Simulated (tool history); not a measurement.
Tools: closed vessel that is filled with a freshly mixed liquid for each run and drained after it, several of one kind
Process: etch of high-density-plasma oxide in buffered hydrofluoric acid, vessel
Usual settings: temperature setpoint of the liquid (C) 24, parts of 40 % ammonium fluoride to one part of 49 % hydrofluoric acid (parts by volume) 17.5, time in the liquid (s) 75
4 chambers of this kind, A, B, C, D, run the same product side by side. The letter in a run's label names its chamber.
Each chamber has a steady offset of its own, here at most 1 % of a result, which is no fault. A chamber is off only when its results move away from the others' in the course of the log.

run   hour  temperature setpoint of the liquid (C)  parts of 40 % ammonium fluoride to one part of 49 % hydrofluoric acid (parts by volume)  time in the liquid (s)  hours since the thermometer was replaced  hours since the hydrofluoric acid flow meter was replaced  read-back film thickness of the high-density-plasma oxide reference wafer, read on the same gauge (nm)  thickness taken off the high-density-plasma oxide on a monitor wafer (nm)
 1C    3.8                                      24                                                                                     17.5                      75                                       474                                                      307.5                                                                                                  40.013                                                                     52.688
 2D      7                                      24                                                                                     17.5                      75                                    1393.2                                                     1261.9                                                                                                  39.993                                                                     54.801
 3A   10.7                                      24                                                                                     17.5                      75                                      1040                                                      570.8                                                                                                  39.989                                                                     54.038
 4B   13.4                                      24                                                                                     17.5                      75                                     116.7                                                      197.6                                                                                                  39.995                                                                     54.135
 5C   16.1                                      24                                                                                     17.5                      75                                     486.3                                                      319.8                                                                                                  40.013                                                                     53.454
 6D   19.2                                      24                                                                                     17.5                      75                                    1405.4                                                     1274.1                                                                                                  39.975                                                                      54.51
 7A   21.5                                      24                                                                                     17.5                      75                                    1050.8                                                      581.6                                                                                                  39.959                                                                     53.828
 8B   23.9                                    19.5                                                                                     22.5                      75                                     127.2                                                      208.1                                                                                                  40.013                                                                     34.231
 9A   26.5                                    19.5                                                                                     22.5                      75                                    1055.8                                                      586.6                                                                                                  40.014                                                                     34.292
10D     29                                    19.5                                                                                     22.5                      75                                    1415.2                                                     1283.9                                                                                                  40.043                                                                     34.287
11C   33.5                                    19.5                                                                                     22.5                      75                                     503.7                                                      337.2                                                                                                  40.002                                                                     33.284
12B   37.5                                      24                                                                                       23                      75                                     140.8                                                      221.7                                                                                                  40.017                                                                     42.929
13D   41.4                                      24                                                                                       23                      75                                    1427.6                                                     1296.3                                                                                                  39.982                                                                     42.719
14A   43.9                                      24                                                                                       23                      75                                    1073.2                                                        604                                                                                                  40.003                                                                     43.358
15C   48.1                                      24                                                                                       23                      75                                     518.3                                                      351.8                                                                                                  40.006                                                                     42.402
16B   50.3                                      24                                                                                     17.5                      75                                     153.6                                                      234.5                                                                                                  39.996                                                                     54.133
17B   54.5                                      24                                                                                     17.5                      75                                     157.8                                                      238.7                                                                                                  40.008                                                                     54.124
18D   56.7                                      24                                                                                     17.5                      75                                    1442.9                                                     1311.6                                                                                                  39.974                                                                     53.038
19A   59.7                                      24                                                                                     17.5                      75                                      1089                                                      619.8                                                                                                  39.971                                                                     52.979
20C   63.7                                      24                                                                                     17.5                      75                                     533.9                                                      367.4                                                                                                  39.985                                                                     53.442
      66.5  -- chamber C: thermometer replaced
21C   67.6                                      24                                                                                       12                      40                                       1.2                                                      371.3                                                                                                  40.009                                                                     41.493
22B   70.6                                      24                                                                                       12                      40                                     173.9                                                      254.8                                                                                                  40.002                                                                     41.565
23A   73.9                                      24                                                                                       12                      40                                    1103.2                                                        634                                                                                                  40.025                                                                      41.67
24D   77.4                                      24                                                                                       12                      40                                    1463.6                                                     1332.3                                                                                                  40.016                                                                     39.748
25A   81.7                                      24                                                                                     17.5                      75                                      1111                                                      641.8                                                                                                  40.007                                                                     53.531
26B   84.6                                      24                                                                                     17.5                      75                                     187.9                                                      268.8                                                                                                  39.968                                                                     54.044
27D   89.1                                      24                                                                                     17.5                      75                                    1475.3                                                       1344                                                                                                   39.96                                                                     52.169
28C   92.9                                      24                                                                                     10.5                      75                                      26.5                                                      396.6                                                                                                  39.992                                                                     89.599
29A   97.1                                      24                                                                                     10.5                      75                                    1126.4                                                      657.2                                                                                                  40.001                                                                     87.693
30D   99.5                                      24                                                                                     10.5                      75                                    1485.7                                                     1354.4                                                                                                  40.006                                                                     84.794
31C  103.2                                      24                                                                                     10.5                      75                                      36.8                                                      406.9                                                                                                  39.966                                                                     89.814
32B  106.3                                      24                                                                                       22                      45                                     209.6                                                      290.5                                                                                                  40.033                                                                      26.85
33C  108.6                                      24                                                                                       22                      45                                      42.2                                                      412.3                                                                                                  40.026                                                                     26.382
34A  110.9                                      24                                                                                       22                      45                                    1140.2                                                        671                                                                                                  40.022                                                                     26.577
35B  115.5                                      24                                                                                       22                      45                                     218.8                                                      299.7                                                                                                  39.964                                                                     26.531
36D  119.3                                      24                                                                                     17.5                      95                                    1505.5                                                     1374.2                                                                                                  39.993                                                                     64.534
37C  123.8                                      24                                                                                     17.5                      95                                      57.4                                                      427.5                                                                                                  39.975                                                                     68.535
38A  127.9                                      24                                                                                     17.5                      95                                    1157.2                                                        688                                                                                                  40.017                                                                     68.472
39B  132.4                                      24                                                                                     17.5                      95                                     235.7                                                      316.6                                                                                                  40.012                                                                     68.564
40D  135.9                                      24                                                                                     17.5                      75                                    1522.1                                                     1390.8                                                                                                  40.012                                                                     50.532
41B  140.2                                      24                                                                                     17.5                      75                                     243.5                                                      324.4                                                                                                  40.013                                                                     53.918
42C  143.8                                      24                                                                                     17.5                      75                                      77.4                                                      447.5                                                                                                  39.985                                                                     53.626
43D  148.3                                      24                                                                                     17.5                      75                                    1534.5                                                     1403.2                                                                                                  39.995                                                                     49.834

Is one chamber off against the others, does the gauge drift, or is nothing wrong? If a chamber is off, say which, and what the likeliest cause is.

Chamber D drifts away from the others.
Cause: liquid colder than its thermometer reads (K) = 1.56.
The log may not tell that from: hydrofluoric acid flow below the setpoint (%).

Here are 4 candidates for chamber D's next run, each the usual settings with a change, their results left as question marks. Which one brings its results back in line with what the others give on the usual settings?
In line means no further than this from the other chambers' mean on the usual settings: thickness taken off the high-density-plasma oxide on a monitor wafer (nm) 1.1
44D-1  151.7                                    25.5                                                                                     17.5                      75                                                                                                                                                                                                                                                                                       ?
44D-2  151.7                                    24.5                                                                                       17                      80                                                                                                                                                                                                                                                                                       ?
44D-3  151.7                                      24                                                                                     17.5                      70                                                                                                                                                                                                                                                                                       ?
44D-4  151.7                                    23.5                                                                                       18                      70                                                                                                                                                                                                                                                                                       ?

The other chambers' mean on the usual settings: thickness taken off the high-density-plasma oxide on a monitor wafer (nm) 53.77
  run  thickness taken off the high-density-plasma oxide on a monitor wafer (nm)
44D-1                                                                     54.189
44D-2                                                                     56.275
44D-3                                                                     46.573
44D-4                                                                     44.053
44D-1 brings the chamber back in line.
